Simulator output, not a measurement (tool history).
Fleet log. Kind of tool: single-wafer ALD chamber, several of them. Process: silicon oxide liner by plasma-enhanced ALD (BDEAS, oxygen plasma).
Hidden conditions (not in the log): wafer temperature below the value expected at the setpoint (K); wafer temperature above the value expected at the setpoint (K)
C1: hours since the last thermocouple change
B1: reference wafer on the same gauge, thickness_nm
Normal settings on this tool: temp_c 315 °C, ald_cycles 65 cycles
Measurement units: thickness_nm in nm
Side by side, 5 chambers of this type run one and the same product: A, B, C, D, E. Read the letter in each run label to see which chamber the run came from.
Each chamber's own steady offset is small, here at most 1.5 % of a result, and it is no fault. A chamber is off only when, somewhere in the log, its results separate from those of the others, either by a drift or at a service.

Run 1D, hour 5.6: usual settings; C1 1955.3; B1 5.5019. Result: thickness_nm 5.9093 nm.
Run 2B, hour 10: usual settings; C1 555.1; B1 5.5011. Result: thickness_nm 5.895 nm.
Run 3C, hour 13.9: usual settings; C1 1459.2; B1 5.5025. Result: thickness_nm 5.9732 nm.
Run 4E, hour 21.3: usual settings; C1 532.8; B1 5.504. Result: thickness_nm 5.8656 nm.
Run 5A, hour 25.1: usual settings; C1 654.6; B1 5.5042. Result: thickness_nm 5.9609 nm.
Run 6D, hour 32.7: usual settings; C1 1982.4; B1 5.5043. Result: thickness_nm 5.8997 nm.
Run 7B, hour 38.4: usual settings; C1 583.5; B1 5.5045. Result: thickness_nm 5.8941 nm.
Run 8C, hour 44.4: usual settings but temp_c 323 °C; C1 1489.7; B1 5.5061. Result: thickness_nm 5.9106 nm.
Run 9E, hour 50.7: usual settings but temp_c 323 °C; C1 562.2; B1 5.508. Result: thickness_nm 5.7926 nm.
Run 10A, hour 55.2: usual settings but temp_c 323 °C; C1 684.7; B1 5.5079. Result: thickness_nm 5.91 nm.
Run 11C, hour 59.4: usual settings but temp_c 323 °C; C1 1504.7; B1 5.5107. Result: thickness_nm 5.9233 nm.
Run 12E, hour 63.3: usual settings but temp_c 323 °C; C1 574.8; B1 5.5092. Result: thickness_nm 5.8 nm.
Run 13A, hour 67.8: usual settings; C1 697.3; B1 5.5103. Result: thickness_nm 5.9769 nm.
Run 14D, hour 73.1: usual settings; C1 2022.8; B1 5.5123. Result: thickness_nm 5.921 nm.
Run 15B, hour 77.9: usual settings; C1 623; B1 5.5132. Result: thickness_nm 5.9079 nm.
At hour 81.9: chamber C: thermocouple changed; heater temperature recalibrated.
Run 16D, hour 85.1: usual settings but temp_c 307 °C, ald_cycles 74 cycles; C1 2034.8; B1 5.5132. Result: thickness_nm 6.8083 nm.
Run 17E, hour 89.4: usual settings but temp_c 307 °C, ald_cycles 74 cycles; C1 600.9; B1 5.5136. Result: thickness_nm 6.7804 nm.
Run 18B, hour 96.4: usual settings but temp_c 307 °C, ald_cycles 74 cycles; C1 641.5; B1 5.5151. Result: thickness_nm 6.8056 nm.
Run 19C, hour 101.8: usual settings but temp_c 307 °C, ald_cycles 74 cycles; C1 20; B1 5.5159. Result: thickness_nm 6.9033 nm.
Run 20A, hour 106.7: usual settings but temp_c 307 °C, ald_cycles 74 cycles; C1 736.2; B1 5.5166. Result: thickness_nm 6.8825 nm.
Run 21D, hour 111.8: usual settings; C1 2061.5; B1 5.5166. Result: thickness_nm 5.9072 nm.
Run 22B, hour 116.4: usual settings; C1 661.5; B1 5.5186. Result: thickness_nm 5.9105 nm.
Run 23E, hour 124.1: usual settings; C1 635.6; B1 5.5199. Result: thickness_nm 5.8849 nm.
Run 24A, hour 129.5: usual settings; C1 759; B1 5.5206. Result: thickness_nm 5.9728 nm.
Run 25C, hour 137.7: usual settings but temp_c 324 °C; C1 55.9; B1 5.5213. Result: thickness_nm 5.9381 nm.
Run 26D, hour 143.7: usual settings but temp_c 324 °C; C1 2093.4; B1 5.524. Result: thickness_nm 5.8519 nm.
Run 27C, hour 150.5: usual settings but temp_c 324 °C; C1 68.7; B1 5.5239. Result: thickness_nm 5.9363 nm.
Run 28B, hour 156.6: usual settings but temp_c 324 °C; C1 701.7; B1 5.5238. Result: thickness_nm 5.849 nm.
Run 29A, hour 160.7: usual settings but temp_c 324 °C; C1 790.2; B1 5.5254. Result: thickness_nm 5.9102 nm.
Run 30E, hour 167.9: usual settings but temp_c 308 °C; C1 679.4; B1 5.5266. Result: thickness_nm 5.9515 nm.
Run 31D, hour 172.1: usual settings but temp_c 308 °C; C1 2121.8; B1 5.5284. Result: thickness_nm 6.0029 nm.

Is one chamber out of step, is the gauge drifting, or do the chambers differ by no more than their own small offsets? For an off chamber, give its letter and the likeliest cause.

The gauge drifts, so all chambers seem to drift together. No chamber is off.
Cause: gauge reads high (%) = 0.517.

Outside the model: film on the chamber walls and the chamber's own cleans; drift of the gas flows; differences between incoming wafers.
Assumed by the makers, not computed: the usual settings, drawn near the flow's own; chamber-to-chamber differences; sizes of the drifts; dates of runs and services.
